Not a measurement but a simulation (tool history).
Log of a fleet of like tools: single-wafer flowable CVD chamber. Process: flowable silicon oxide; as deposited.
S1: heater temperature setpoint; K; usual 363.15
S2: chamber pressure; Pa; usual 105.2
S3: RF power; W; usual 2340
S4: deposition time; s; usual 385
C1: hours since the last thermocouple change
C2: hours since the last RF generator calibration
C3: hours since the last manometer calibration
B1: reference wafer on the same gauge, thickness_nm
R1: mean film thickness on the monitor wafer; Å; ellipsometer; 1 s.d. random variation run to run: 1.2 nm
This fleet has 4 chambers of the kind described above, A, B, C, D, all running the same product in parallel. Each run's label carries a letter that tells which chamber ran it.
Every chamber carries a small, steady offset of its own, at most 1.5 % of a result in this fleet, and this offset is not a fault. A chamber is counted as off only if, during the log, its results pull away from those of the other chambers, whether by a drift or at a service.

At hour 0.9: chamber D: capacitance manometer re-zeroed and calibrated.
Run 1A, hour 4.7: usual settings; C1 742; C2 1285; C3 2368.3; B1 369.22. Result: R1 3272.4 Å.
Run 2B, hour 7.5: usual settings; C1 1585; C2 7.5; C3 1170; B1 368.88. Result: R1 3335.5 Å.
Run 3D, hour 12: usual settings; C1 513.3; C2 743.1; C3 11.2; B1 369.31. Result: R1 3284.1 Å.
Run 4C, hour 16: usual settings; C1 869.2; C2 1157.8; C3 787; B1 369.09. Result: R1 3305 Å.
Run 5C, hour 19.4: usual settings; C1 872.6; C2 1161.2; C3 790.4; B1 368.97. Result: R1 3301.7 Å.
Run 6B, hour 23.1: usual settings; C1 1600.6; C2 23.1; C3 1185.6; B1 368.74. Result: R1 3326 Å.
Run 7D, hour 28.3: usual settings; C1 529.6; C2 759.4; C3 27.5; B1 368.8. Result: R1 3294.8 Å.
Run 8A, hour 32.2: usual settings; C1 769.5; C2 1312.5; C3 2395.8; B1 368.83. Result: R1 3267.2 Å.
Run 9B, hour 36.8: usual settings but S4 317 s; C1 1614.3; C2 36.8; C3 1199.3; B1 369.06. Result: R1 2744.9 Å.
Run 10A, hour 42.1: usual settings but S4 317 s; C1 779.4; C2 1322.4; C3 2405.7; B1 368.8. Result: R1 2695.8 Å.
Run 11D, hour 46.3: usual settings but S4 317 s; C1 547.6; C2 777.4; C3 45.5; B1 369.36. Result: R1 2734.8 Å.
Run 12C, hour 50.8: usual settings but S4 317 s; C1 904; C2 1192.6; C3 821.8; B1 369.11. Result: R1 2745 Å.
Run 13D, hour 54.1: usual settings; C1 555.4; C2 785.2; C3 53.3; B1 369.17. Result: R1 3302.7 Å.
Run 14A, hour 59.5: usual settings; C1 796.8; C2 1339.8; C3 2423.1; B1 368.79. Result: R1 3231.2 Å.
Run 15C, hour 64.4: usual settings but S4 414 s; C1 917.6; C2 1206.2; C3 835.4; B1 368.67. Result: R1 3566.6 Å.
Run 16B, hour 68.5: usual settings but S4 414 s; C1 1646; C2 68.5; C3 1231; B1 369.31. Result: R1 3575.5 Å.
Run 17B, hour 72.8: usual settings but S4 414 s; C1 1650.3; C2 72.8; C3 1235.3; B1 369.06. Result: R1 3587.1 Å.
Run 18A, hour 78.5: usual settings but S4 414 s; C1 815.8; C2 1358.8; C3 2442.1; B1 368.67. Result: R1 3468.9 Å.
Run 19C, hour 82.3: usual settings; C1 935.5; C2 1224.1; C3 853.3; B1 369.31. Result: R1 3304.3 Å.
Run 20D, hour 86.1: usual settings; C1 587.4; C2 817.2; C3 85.3; B1 369.2. Result: R1 3313.4 Å.
Run 21A, hour 90.6: usual settings but S3 2620 W, S4 423 s; C1 827.9; C2 1370.9; C3 2454.2; B1 368.58. Result: R1 3575.9 Å.
Run 22C, hour 95.3: usual settings but S3 2620 W, S4 423 s; C1 948.5; C2 1237.1; C3 866.3; B1 368.68. Result: R1 3684 Å.
Run 23B, hour 99.9: usual settings but S3 2620 W, S4 423 s; C1 1677.4; C2 99.9; C3 1262.4; B1 369.05. Result: R1 3721.4 Å.
Run 24D, hour 103.1: usual settings but S3 2620 W, S4 423 s; C1 604.4; C2 834.2; C3 102.3; B1 368.7. Result: R1 3671.4 Å.
At hour 106.5: chamber D: RF generator calibrated.
Run 25C, hour 107: usual settings; C1 960.2; C2 1248.8; C3 878; B1 369.23. Result: R1 3326.9 Å.
At hour 108.4: chamber A: RF generator calibrated.
Run 26A, hour 110.2: usual settings; C1 847.5; C2 1.9; C3 2473.8; B1 369.02. Result: R1 3178.4 Å.
Run 27B, hour 114.4: usual settings but S1 371.15 K; C1 1691.9; C2 114.4; C3 1276.9; B1 369.19. Result: R1 2548 Å.
Run 28D, hour 118.1: usual settings but S1 371.15 K; C1 619.4; C2 11.6; C3 117.3; B1 369.06. Result: R1 2528.6 Å.
Run 29A, hour 121.9: usual settings but S1 371.15 K; C1 859.2; C2 13.6; C3 2485.5; B1 369.19. Result: R1 2423.3 Å.
Run 30B, hour 127.5: usual settings but S1 371.15 K; C1 1705; C2 127.5; C3 1290; B1 368.98. Result: R1 2576.5 Å.
Run 31D, hour 130.4: usual settings; C1 631.7; C2 23.9; C3 129.6; B1 369.01. Result: R1 3314.5 Å.
Run 32C, hour 135.7: usual settings; C1 988.9; C2 1277.5; C3 906.7; B1 369.1. Result: R1 3300.7 Å.

All 4 chambers run these settings next. Forecast each chamber's results:
Run 33A, hour 140: usual settings. Result: R1 ?.
Run 33B, hour 140: usual settings. Result: R1 ?.
Run 33C, hour 140: usual settings. Result: R1 ?.
Run 33D, hour 140: usual settings. Result: R1 ?.

run      R1
33A  3140.8
33B  3341.4
33C  3324.6
33D  3289.1

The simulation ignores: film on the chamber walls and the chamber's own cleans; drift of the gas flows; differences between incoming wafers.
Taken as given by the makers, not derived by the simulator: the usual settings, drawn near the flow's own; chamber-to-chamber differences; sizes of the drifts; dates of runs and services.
